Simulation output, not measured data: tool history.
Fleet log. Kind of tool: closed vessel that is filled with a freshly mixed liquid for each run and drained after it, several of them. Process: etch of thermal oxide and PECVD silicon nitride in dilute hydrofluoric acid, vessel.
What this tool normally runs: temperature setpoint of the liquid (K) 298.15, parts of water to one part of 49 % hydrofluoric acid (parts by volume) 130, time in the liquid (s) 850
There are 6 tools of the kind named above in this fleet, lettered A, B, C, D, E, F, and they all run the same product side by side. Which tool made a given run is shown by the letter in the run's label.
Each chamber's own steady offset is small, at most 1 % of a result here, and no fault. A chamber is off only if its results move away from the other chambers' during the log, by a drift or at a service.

run   hour  temperature setpoint of the liquid (K)  parts of water to one part of 49 % hydrofluoric acid (parts by volume)  time in the liquid (s)  read-back film thickness of the thermal oxide reference wafer, read on the same gauge (nm)  read-back film thickness of the PECVD silicon nitride reference wafer, read on the same gauge (nm)  thickness taken off the thermal oxide on a monitor wafer (Å)  thickness taken off the PECVD silicon nitride on a monitor wafer (Å)
 1B   10.1                                  298.15                                                                     130                     850                                                                                      70.012                                                                                              49.962                                                       322.060                                                               269.700
 2A   21.0                                  298.15                                                                     130                     850                                                                                      70.012                                                                                              49.998                                                       317.790                                                               276.380
 3C   28.3                                  298.15                                                                     130                     850                                                                                      70.028                                                                                              50.006                                                       320.710                                                               277.510
 4F   40.0                                  298.15                                                                     130                     850                                                                                      70.036                                                                                              50.011                                                       320.080                                                               275.230
 5E   46.4                                  298.15                                                                     130                     850                                                                                      69.979                                                                                              50.011                                                       321.070                                                               272.300
 6D   54.0                                  298.15                                                                     130                     850                                                                                      70.005                                                                                              49.987                                                       315.580                                                               275.920
 7E   62.0                                  298.15                                                                     130                     850                                                                                      69.980                                                                                              50.006                                                       316.360                                                               272.080
 8D   70.7                                  298.15                                                                     130                     850                                                                                      69.978                                                                                              49.979                                                       324.470                                                               277.490
 9A   76.4                                  298.15                                                                     130                     850                                                                                      69.987                                                                                              50.021                                                       321.160                                                               269.950
10F   83.5                                  298.15                                                                     130                     850                                                                                      70.019                                                                                              49.989                                                       326.910                                                               274.350
      93.4  -- chamber C: hydrofluoric acid flow meter replaced
11C   95.9                                  298.15                                                                     130                     850                                                                                      69.998                                                                                              49.980                                                       317.350                                                               278.000
12B  101.6                                  298.15                                                                     130                     850                                                                                      69.962                                                                                              50.006                                                       321.560                                                               274.080
13C  114.3                                  298.15                                                                     130                     850                                                                                      69.998                                                                                              50.012                                                       323.740                                                               280.700
14A  122.2                                  298.15                                                                     150                     700                                                                                      70.016                                                                                              50.013                                                       220.030                                                               195.580
15E  131.3                                  298.15                                                                     150                     700                                                                                      70.002                                                                                              50.006                                                       220.680                                                               195.000
16D  141.6                                  298.15                                                                     150                     700                                                                                      69.995                                                                                              50.005                                                       219.310                                                               193.920
17B  152.5                                  298.15                                                                     150                     700                                                                                      69.988                                                                                              49.977                                                       224.540                                                               198.650
18F  160.8                                  298.15                                                                     150                     700                                                                                      69.998                                                                                              49.997                                                       224.910                                                               196.060
19E  166.7                                  298.15                                                                     150                     700                                                                                      70.003                                                                                              49.985                                                       221.270                                                               192.350
     167.8  -- chamber E: thermometer replaced
20D  178.6                                  298.15                                                                     130                     850                                                                                      70.021                                                                                              50.004                                                       314.350                                                               271.350
21F  190.4                                  294.15                                                                     100                     850                                                                                      69.999                                                                                              50.012                                                       360.150                                                               275.260
22C  201.9                                  294.15                                                                     100                     850                                                                                      70.012                                                                                              50.003                                                       375.430                                                               273.970
23A  209.6                                  294.15                                                                     100                     850                                                                                      69.997                                                                                              49.995                                                       374.100                                                               275.680
24B  219.0                                  294.15                                                                     100                     850                                                                                      69.977                                                                                              50.005                                                       362.960                                                               271.760
25F  230.9                                  294.15                                                                     100                     850                                                                                      69.988                                                                                              49.980                                                       365.220                                                               273.320
26A  242.4                                  294.15                                                                     100                     850                                                                                      70.003                                                                                              49.991                                                       370.290                                                               274.740
27D  252.2                                  298.15                                                                     130                     850                                                                                      70.000                                                                                              49.996                                                       296.300                                                               259.750
28B  262.2                                  298.15                                                                     130                     850                                                                                      70.011                                                                                              50.009                                                       320.820                                                               275.870
29E  267.9                                  301.65                                                                     130                     850                                                                                      70.010                                                                                              50.004                                                       361.790                                                               345.430
30C  280.4                                  301.65                                                                     130                     850                                                                                      69.993                                                                                              49.999                                                       368.530                                                               346.370
31F  286.6                                  301.65                                                                     130                     850                                                                                      70.014                                                                                              50.011                                                       362.520                                                               345.080
32E  294.7                                  301.65                                                                     130                     850                                                                                      70.017                                                                                              50.035                                                       371.300                                                               336.730
33B  303.9                                  301.65                                                                     130                     850                                                                                      69.984                                                                                              50.003                                                       363.830                                                               342.500
34A  309.8                                  301.65                                                                     130                     850                                                                                      70.015                                                                                              50.027                                                       365.710                                                               342.420
35D  321.2                                  298.15                                                                     175                     375                                                                                      69.995                                                                                              49.997                                                        90.923                                                                83.985
36C  329.3                                  298.15                                                                     175                     375                                                                                      70.000                                                                                              50.014                                                       101.600                                                                91.659
37A  338.8                                  298.15                                                                     175                     375                                                                                      69.999                                                                                              50.000                                                        98.004                                                                90.463

All chambers now run identical settings, listed one chamber a line with results as question marks. What results will each chamber show?
38A  348.1                                  298.15                                                                     130                     505                                                                                                                                                                                                                                                             ?                                                                     ?
38B  348.1                                  298.15                                                                     130                     505                                                                                                                                                                                                                                                             ?                                                                     ?
38C  348.1                                  298.15                                                                     130                     505                                                                                                                                                                                                                                                             ?                                                                     ?
38D  348.1                                  298.15                                                                     130                     505                                                                                                                                                                                                                                                             ?                                                                     ?
38E  348.1                                  298.15                                                                     130                     505                                                                                                                                                                                                                                                             ?                                                                     ?
38F  348.1                                  298.15                                                                     130                     505                                                                                                                                                                                                                                                             ?                                                                     ?

run  thickness taken off the thermal oxide on a monitor wafer (Å)  thickness taken off the PECVD silicon nitride on a monitor wafer (Å)
38A                                                       192.590                                                               162.560
38B                                                       189.540                                                               161.800
38C                                                       189.750                                                               166.750
38D                                                       171.300                                                               150.520
38E                                                       191.740                                                               161.740
38F                                                       189.280                                                               161.480

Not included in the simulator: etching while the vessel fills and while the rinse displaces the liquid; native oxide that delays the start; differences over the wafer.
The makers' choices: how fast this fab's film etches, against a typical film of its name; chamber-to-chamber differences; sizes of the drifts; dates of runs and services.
